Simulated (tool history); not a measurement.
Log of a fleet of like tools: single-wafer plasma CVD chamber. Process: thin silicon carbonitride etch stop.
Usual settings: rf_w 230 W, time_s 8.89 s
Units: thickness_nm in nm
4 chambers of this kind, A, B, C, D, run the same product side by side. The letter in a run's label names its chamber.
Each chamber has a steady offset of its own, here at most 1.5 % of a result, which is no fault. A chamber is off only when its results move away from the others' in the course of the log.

run	hour	rf_w	time_s	read-back reference wafer on the same gauge, thickness_nm	thickness_nm
1D	13.9	230	8.89	5.8019	5.2736
2B	27.2	230	8.89	5.7996	5.2907
3C	42.3	230	8.89	5.7997	5.1823
4A	55.5	230	8.89	5.8023	5.3022
5B	70.1	230	8.89	5.8027	5.267
6C	78.1	230	8.89	5.7971	5.212
7A	94.4	230	8.89	5.7956	5.2657
8D	102.7	230	8.89	5.7995	5.2869
9D	118	230	8.89	5.802	5.2826
10C	126	230	8.89	5.8023	5.2018
11B	138.5	230	8.89	5.7975	5.2861
12A	148.3	230	8.89	5.7952	5.2702
# hour 148.4: chamber A: thermocouple changed; heater temperature recalibrated
13A	157.3	230	8.89	5.7977	5.224
14B	168.2	230	8.89	5.7944	5.3261
15C	184.3	230	8.89	5.8012	5.207
16D	191.5	230	8.89	5.8036	5.2469
17A	205.3	230	8.89	5.7938	5.2633
18B	212.9	230	7.51	5.8001	4.4928
19D	220.8	230	7.51	5.7999	4.4525
20C	237	230	7.51	5.8	4.3934
21A	248.3	230	7.51	5.7967	4.439
22C	261.3	230	8.89	5.8025	5.2042
23B	273.4	230	8.89	5.8045	5.3072
24D	286.3	230	8.89	5.8019	5.2575
25D	300.7	230	8.89	5.7998	5.2902
26A	312.8	230	8.89	5.8005	5.3009
27C	323	230	8.89	5.8026	5.2117

All 4 chambers run these settings next. Forecast each chamber's results:
28A	335	230	10.37		?
28B	335	230	10.37		?
28C	335	230	10.37		?
28D	335	230	10.37		?

run	thickness_nm
28A	6.175
28B	6.1917
28C	6.0536
28D	6.1425

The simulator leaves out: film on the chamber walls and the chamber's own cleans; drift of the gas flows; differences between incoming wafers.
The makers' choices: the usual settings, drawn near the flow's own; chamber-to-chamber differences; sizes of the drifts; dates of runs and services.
